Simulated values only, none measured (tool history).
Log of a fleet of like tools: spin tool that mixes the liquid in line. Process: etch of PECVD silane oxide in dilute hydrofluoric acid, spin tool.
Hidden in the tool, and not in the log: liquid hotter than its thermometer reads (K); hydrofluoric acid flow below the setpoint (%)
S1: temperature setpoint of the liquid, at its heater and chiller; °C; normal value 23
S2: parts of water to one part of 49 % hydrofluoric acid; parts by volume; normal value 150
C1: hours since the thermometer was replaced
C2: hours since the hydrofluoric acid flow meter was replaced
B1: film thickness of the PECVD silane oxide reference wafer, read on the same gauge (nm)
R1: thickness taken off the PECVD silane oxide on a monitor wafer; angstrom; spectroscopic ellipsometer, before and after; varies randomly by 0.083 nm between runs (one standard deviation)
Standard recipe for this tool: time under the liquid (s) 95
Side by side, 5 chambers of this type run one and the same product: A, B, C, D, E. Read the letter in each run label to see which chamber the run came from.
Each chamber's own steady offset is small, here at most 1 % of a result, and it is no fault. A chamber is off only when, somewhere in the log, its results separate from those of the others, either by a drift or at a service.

run 1A day=0.162 | S1=23 S2=150 time_under_the_liquid_(s)=95 | C1=1631.6 C2=452.4 | B1=130.02 | R1=97.48
run 2C day=0.367 | S1=23 S2=150 time_under_the_liquid_(s)=95 | C1=2725.4 C2=991.1 | B1=129.98 | R1=98.05
run 3E day=0.496 | S1=23 S2=150 time_under_the_liquid_(s)=95 | C1=673.5 C2=289.4 | B1=129.99 | R1=95.606
run 4D day=0.729 | S1=23 S2=150 time_under_the_liquid_(s)=95 | C1=227.6 C2=280.8 | B1=129.97 | R1=96.413
-- day=0.962 chamber E: thermometer replaced
run 5B day=0.975 | S1=23 S2=150 time_under_the_liquid_(s)=95 | C1=133.9 C2=1727.9 | B1=129.95 | R1=98.493
run 6E day=1.104 | S1=23 S2=150 time_under_the_liquid_(s)=95 | C1=3.4 C2=304 | B1=129.99 | R1=96.627
run 7D day=1.35 | S1=23 S2=175 time_under_the_liquid_(s)=95 | C1=242.5 C2=295.7 | B1=129.99 | R1=80.924
run 8C day=1.554 | S1=23 S2=175 time_under_the_liquid_(s)=95 | C1=2753.9 C2=1019.6 | B1=130.03 | R1=81.821
run 9A day=1.762 | S1=23 S2=175 time_under_the_liquid_(s)=95 | C1=1670 C2=490.8 | B1=130.03 | R1=81.682
run 10B day=2.025 | S1=23 S2=175 time_under_the_liquid_(s)=95 | C1=159.1 C2=1753.1 | B1=129.97 | R1=81.795
run 11B day=2.25 | S1=23 S2=175 time_under_the_liquid_(s)=95 | C1=164.5 C2=1758.5 | B1=130 | R1=80.887
run 12E day=2.458 | S1=23 S2=150 time_under_the_liquid_(s)=95 | C1=35.9 C2=336.5 | B1=129.96 | R1=95.139
-- day=2.612 chamber C: thermometer replaced
run 13A day=2.717 | S1=23 S2=150 time_under_the_liquid_(s)=95 | C1=1692.9 C2=513.7 | B1=130.04 | R1=97.838
run 14C day=2.975 | S1=23 S2=150 time_under_the_liquid_(s)=95 | C1=8.7 C2=1053.7 | B1=129.98 | R1=98.308
run 15D day=3.096 | S1=23 S2=150 time_under_the_liquid_(s)=95 | C1=284.4 C2=337.6 | B1=130.03 | R1=98.985
run 16C day=3.308 | S1=23 S2=150 time_under_the_liquid_(s)=95 | C1=16.7 C2=1061.7 | B1=129.96 | R1=96.497
run 17B day=3.504 | S1=23 S2=150 time_under_the_liquid_(s)=95 | C1=194.6 C2=1788.6 | B1=130.01 | R1=97.91
run 18A day=3.692 | S1=23 S2=180 time_under_the_liquid_(s)=95 | C1=1716.3 C2=537.1 | B1=129.98 | R1=79.371
run 19D day=3.829 | S1=23 S2=180 time_under_the_liquid_(s)=95 | C1=302 C2=355.2 | B1=129.95 | R1=78.869
run 20E day=4.088 | S1=23 S2=180 time_under_the_liquid_(s)=95 | C1=75 C2=375.6 | B1=130.02 | R1=75.712
run 21B day=4.329 | S1=23 S2=180 time_under_the_liquid_(s)=95 | C1=214.4 C2=1808.4 | B1=130.03 | R1=78.344
run 22E day=4.562 | S1=23 S2=180 time_under_the_liquid_(s)=95 | C1=86.4 C2=387 | B1=130.07 | R1=74.821
run 23A day=4.738 | S1=23 S2=150 time_under_the_liquid_(s)=95 | C1=1741.4 C2=562.2 | B1=129.99 | R1=95.648
run 24D day=4.929 | S1=23 S2=150 time_under_the_liquid_(s)=95 | C1=328.4 C2=381.6 | B1=130.03 | R1=97.899
run 25C day=5.083 | S1=18.5 S2=150 time_under_the_liquid_(s)=145 | C1=59.3 C2=1104.3 | B1=130.01 | R1=126.58
run 26A day=5.304 | S1=18.5 S2=150 time_under_the_liquid_(s)=145 | C1=1755 C2=575.8 | B1=129.96 | R1=123.59
run 27E day=5.421 | S1=18.5 S2=150 time_under_the_liquid_(s)=145 | C1=107 C2=407.6 | B1=129.99 | R1=116.81
run 28D day=5.55 | S1=18.5 S2=150 time_under_the_liquid_(s)=145 | C1=343.3 C2=396.5 | B1=130 | R1=123.35
run 29C day=5.796 | S1=18.5 S2=150 time_under_the_liquid_(s)=145 | C1=76.4 C2=1121.4 | B1=129.98 | R1=126.1
run 30B day=5.958 | S1=23 S2=150 time_under_the_liquid_(s)=95 | C1=253.5 C2=1847.5 | B1=129.93 | R1=96.747
run 31C day=6.088 | S1=23 S2=150 time_under_the_liquid_(s)=95 | C1=83.4 C2=1128.4 | B1=130.01 | R1=98.411
run 32B day=6.238 | S1=23 S2=150 time_under_the_liquid_(s)=95 | C1=260.2 C2=1854.2 | B1=129.96 | R1=97.889
-- day=6.35 chamber A: hydrofluoric acid flow meter replaced
run 33D day=6.4 | S1=23 S2=150 time_under_the_liquid_(s)=95 | C1=363.7 C2=416.9 | B1=130.01 | R1=98.48
run 34A day=6.592 | S1=23 S2=150 time_under_the_liquid_(s)=95 | C1=1785.9 C2=5.8 | B1=129.99 | R1=97.734
run 35E day=6.762 | S1=23 S2=150 time_under_the_liquid_(s)=95 | C1=139.2 C2=439.8 | B1=130 | R1=90.129
run 36C day=6.942 | S1=23 S2=150 time_under_the_liquid_(s)=95 | C1=103.9 C2=1148.9 | B1=130.06 | R1=98.449
run 37B day=7.117 | S1=23 S2=150 time_under_the_liquid_(s)=95 | C1=281.3 C2=1875.3 | B1=129.98 | R1=96.644
run 38E day=7.283 | S1=23 S2=150 time_under_the_liquid_(s)=95 | C1=151.7 C2=452.3 | B1=129.99 | R1=91.126
run 39D day=7.425 | S1=23 S2=150 time_under_the_liquid_(s)=95 | C1=388.3 C2=441.5 | B1=129.97 | R1=96.432

Next, every chamber runs the same settings. What will each give?
run 40A day=7.617 | S1=23 S2=95 time_under_the_liquid_(s)=95 | R1=?
run 40B day=7.617 | S1=23 S2=95 time_under_the_liquid_(s)=95 | R1=?
run 40C day=7.617 | S1=23 S2=95 time_under_the_liquid_(s)=95 | R1=?
run 40D day=7.617 | S1=23 S2=95 time_under_the_liquid_(s)=95 | R1=?
run 40E day=7.617 | S1=23 S2=95 time_under_the_liquid_(s)=95 | R1=?

run=40A R1=162.6
run=40B R1=165.01
run=40C R1=164.85
run=40D R1=164.29
run=40E R1=151.42

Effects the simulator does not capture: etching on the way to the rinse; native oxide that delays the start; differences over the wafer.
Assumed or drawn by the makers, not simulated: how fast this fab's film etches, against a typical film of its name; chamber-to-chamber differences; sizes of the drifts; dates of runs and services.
